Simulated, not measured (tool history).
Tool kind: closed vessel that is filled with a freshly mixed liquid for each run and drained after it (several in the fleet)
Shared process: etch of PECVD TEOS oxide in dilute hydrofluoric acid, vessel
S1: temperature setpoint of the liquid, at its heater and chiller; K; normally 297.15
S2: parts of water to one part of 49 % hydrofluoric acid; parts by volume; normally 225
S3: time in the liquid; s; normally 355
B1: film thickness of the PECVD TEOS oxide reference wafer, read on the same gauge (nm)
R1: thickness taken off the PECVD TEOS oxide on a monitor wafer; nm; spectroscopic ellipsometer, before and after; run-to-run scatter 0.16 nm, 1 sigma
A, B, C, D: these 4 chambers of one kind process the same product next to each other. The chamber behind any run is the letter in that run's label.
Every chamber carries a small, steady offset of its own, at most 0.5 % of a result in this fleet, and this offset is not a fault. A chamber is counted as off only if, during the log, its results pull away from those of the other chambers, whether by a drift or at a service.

{"run": "1B", "hour": 6.7, "S1": 297.15, "S2": 225, "S3": 355, "B1": 60.006, "R1": 24.217}
{"run": "2D", "hour": 14.9, "S1": 297.15, "S2": 225, "S3": 355, "B1": 60.022, "R1": 24.215}
{"run": "3C", "hour": 20.2, "S1": 297.15, "S2": 225, "S3": 355, "B1": 60.008, "R1": 23.96}
{"run": "4A", "hour": 30.2, "S1": 297.15, "S2": 225, "S3": 355, "B1": 59.971, "R1": 24.193}
{"run": "5B", "hour": 37.3, "S1": 297.15, "S2": 225, "S3": 355, "B1": 59.922, "R1": 24.271}
{"run": "6A", "hour": 47.6, "S1": 297.15, "S2": 225, "S3": 355, "B1": 60.034, "R1": 24.057}
{"run": "7C", "hour": 52.5, "S1": 297.15, "S2": 225, "S3": 355, "B1": 59.987, "R1": 24.547}
{"run": "8D", "hour": 57.6, "S1": 297.15, "S2": 225, "S3": 355, "B1": 60.015, "R1": 24.208}
{"run": "9B", "hour": 64.3, "S1": 297.15, "S2": 225, "S3": 355, "B1": 59.982, "R1": 24.295}
{"run": "10A", "hour": 70.4, "S1": 297.15, "S2": 225, "S3": 355, "B1": 59.99, "R1": 24.276}
{"run": "11C", "hour": 75.8, "S1": 297.15, "S2": 225, "S3": 355, "B1": 59.998, "R1": 24.481}
{"run": "12D", "hour": 83.2, "S1": 297.15, "S2": 225, "S3": 355, "B1": 60.006, "R1": 24.042}
{"run": "13B", "hour": 90.3, "S1": 297.15, "S2": 225, "S3": 355, "B1": 59.984, "R1": 23.912}
{"run": "14D", "hour": 97.7, "S1": 297.15, "S2": 225, "S3": 355, "B1": 60.0, "R1": 24.221}
{"run": "15C", "hour": 103.0, "S1": 297.15, "S2": 225, "S3": 355, "B1": 60.008, "R1": 25.222}
{"run": "16A", "hour": 108.9, "S1": 297.15, "S2": 225, "S3": 355, "B1": 60.0, "R1": 24.02}
{"run": "17B", "hour": 117.5, "S1": 297.15, "S2": 225, "S3": 355, "B1": 59.985, "R1": 23.824}
{"run": "18A", "hour": 126.7, "S1": 297.15, "S2": 225, "S3": 355, "B1": 59.986, "R1": 23.836}
{"run": "19C", "hour": 135.9, "S1": 300.65, "S2": 225, "S3": 355, "B1": 59.972, "R1": 28.474}
{"run": "20D", "hour": 145.1, "S1": 300.65, "S2": 225, "S3": 355, "B1": 60.015, "R1": 27.412}
{"hour": 150.4, "done": "chamber C: hydrofluoric acid flow meter replaced"}
{"run": "21D", "hour": 153.2, "S1": 300.65, "S2": 225, "S3": 355, "B1": 59.97, "R1": 27.169}
{"run": "22C", "hour": 160.4, "S1": 300.65, "S2": 225, "S3": 355, "B1": 59.982, "R1": 28.911}
{"run": "23A", "hour": 165.6, "S1": 297.15, "S2": 225, "S3": 355, "B1": 60.033, "R1": 24.272}
{"run": "24B", "hour": 174.3, "S1": 297.15, "S2": 225, "S3": 355, "B1": 59.965, "R1": 24.166}
{"run": "25A", "hour": 180.7, "S1": 297.15, "S2": 225, "S3": 355, "B1": 60.003, "R1": 24.013}
{"run": "26C", "hour": 189.1, "S1": 297.15, "S2": 225, "S3": 355, "B1": 59.977, "R1": 26.255}

Is one chamber off against the others, does the gauge drift, or is nothing wrong? If a chamber is off, say which, and what the likeliest cause is.

One chamber, C, drifts off from the rest bit by bit.
What lies behind it: liquid hotter than its thermometer reads (K) = 2.31.

Here are 4 candidates for chamber C's next run, each the usual settings with a change, their results left as question marks. Which one brings its results back in line with what the others give on the usual settings?
A result is in line if it is within this distance of the other chambers' mean on the usual settings: R1 0.570 nm
{"run": "27C-1", "hour": 196.8, "S1": 297.15, "S2": 220, "S3": 360, "R1": "?"}
{"run": "27C-2", "hour": 196.8, "S1": 294.65, "S2": 225, "S3": 355, "R1": "?"}
{"run": "27C-3", "hour": 196.8, "S1": 297.15, "S2": 210, "S3": 355, "R1": "?"}
{"run": "27C-4", "hour": 196.8, "S1": 296.15, "S2": 225, "S3": 355, "R1": "?"}

Usual-settings mean across the other chambers: R1 24.113 nm
run=27C-1 R1=27.179
run=27C-2 R1=23.854
run=27C-3 R1=28.380
run=27C-4 R1=25.173
The answer is 27C-2, which returns the chamber to within the allowed miss of the others.

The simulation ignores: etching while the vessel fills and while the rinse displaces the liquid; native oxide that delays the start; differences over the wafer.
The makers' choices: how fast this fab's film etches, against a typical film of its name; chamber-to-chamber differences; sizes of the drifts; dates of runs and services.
